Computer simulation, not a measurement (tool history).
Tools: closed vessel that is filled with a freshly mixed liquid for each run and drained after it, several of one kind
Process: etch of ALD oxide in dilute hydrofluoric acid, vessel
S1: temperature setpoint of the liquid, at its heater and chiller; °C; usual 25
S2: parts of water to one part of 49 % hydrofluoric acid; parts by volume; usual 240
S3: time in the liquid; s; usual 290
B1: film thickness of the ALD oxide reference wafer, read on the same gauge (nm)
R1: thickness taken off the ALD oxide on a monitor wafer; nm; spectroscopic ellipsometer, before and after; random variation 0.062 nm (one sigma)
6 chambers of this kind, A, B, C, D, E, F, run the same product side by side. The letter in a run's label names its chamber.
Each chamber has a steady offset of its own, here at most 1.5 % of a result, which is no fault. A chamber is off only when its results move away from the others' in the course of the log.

run	day	S1	S2	S3	B1	R1
1B	0.117	25	240	290	69.976	18.167
2E	0.354	25	240	290	70.026	18.491
3C	0.512	25	240	290	69.974	18.348
4F	0.667	25	240	290	69.996	18.282
5D	0.917	25	240	290	70.012	18.25
6A	1.046	25	240	290	69.98	18.17
7A	1.3	25	240	290	70.031	18.152
8C	1.538	25	240	290	70.01	18.35
# day 1.604: chamber C: hydrofluoric acid flow meter replaced
9D	1.733	25	240	290	69.997	18.188
10E	1.996	25	240	290	70.013	18.353
11F	2.112	25	240	290	70.024	18.154
12B	2.342	25	240	290	70.009	18.172
13A	2.454	25	240	290	70.032	18.027
# day 2.629: chamber E: thermometer replaced
14D	2.692	25	240	290	69.992	18.105
15E	2.942	25	240	290	70.002	18.409
16F	3.133	25	240	290	70.011	18.213
17C	3.388	25	240	290	69.966	18.41
18B	3.546	25	240	290	70.002	18.066
19B	3.688	25	240	290	69.993	17.986
20A	3.829	25	240	290	69.991	18.026
21F	4.058	25	240	290	69.961	18.332
22C	4.246	25	240	290	69.991	18.464
23D	4.362	26.5	240	290	69.991	19.128
24E	4.483	26.5	240	290	70.007	19.428
25C	4.696	26.5	240	290	69.994	19.39
26B	4.812	26.5	240	290	70.01	18.942
27E	5.058	26.5	240	290	70.004	19.37
28F	5.183	26.5	240	290	70.003	19.343
29A	5.362	25	240	290	70.016	18.06
30D	5.596	25	240	290	70.019	18.217
31A	5.792	25	240	290	69.984	17.958
32C	5.975	25	240	290	70.018	18.343
33B	6.125	25	240	290	70.007	18.032
34E	6.35	25	240	290	69.978	18.506
35D	6.517	21.5	240	445	69.988	24.527
36F	6.679	21.5	240	445	70.001	25.324
37B	6.833	21.5	240	445	69.98	24.463
38A	6.992	21.5	240	445	69.989	24.346
39D	7.242	21.5	240	445	69.993	24.667
40E	7.412	21.5	240	445	70.015	24.742
41F	7.596	25	240	290	70.016	18.98
42C	7.821	25	240	290	70.03	18.441
43F	8.046	25	240	290	69.982	19.016
44D	8.254	25	240	290	70.013	18.114

All 6 chambers run these settings next. Forecast each chamber's results:
45A	8.442	25	240	205		?
45B	8.442	25	240	205		?
45C	8.442	25	240	205		?
45D	8.442	25	240	205		?
45E	8.442	25	240	205		?
45F	8.442	25	240	205		?

run	R1
45A	12.776
45B	12.742
45C	12.936
45D	12.878
45E	13.008
45F	13.553

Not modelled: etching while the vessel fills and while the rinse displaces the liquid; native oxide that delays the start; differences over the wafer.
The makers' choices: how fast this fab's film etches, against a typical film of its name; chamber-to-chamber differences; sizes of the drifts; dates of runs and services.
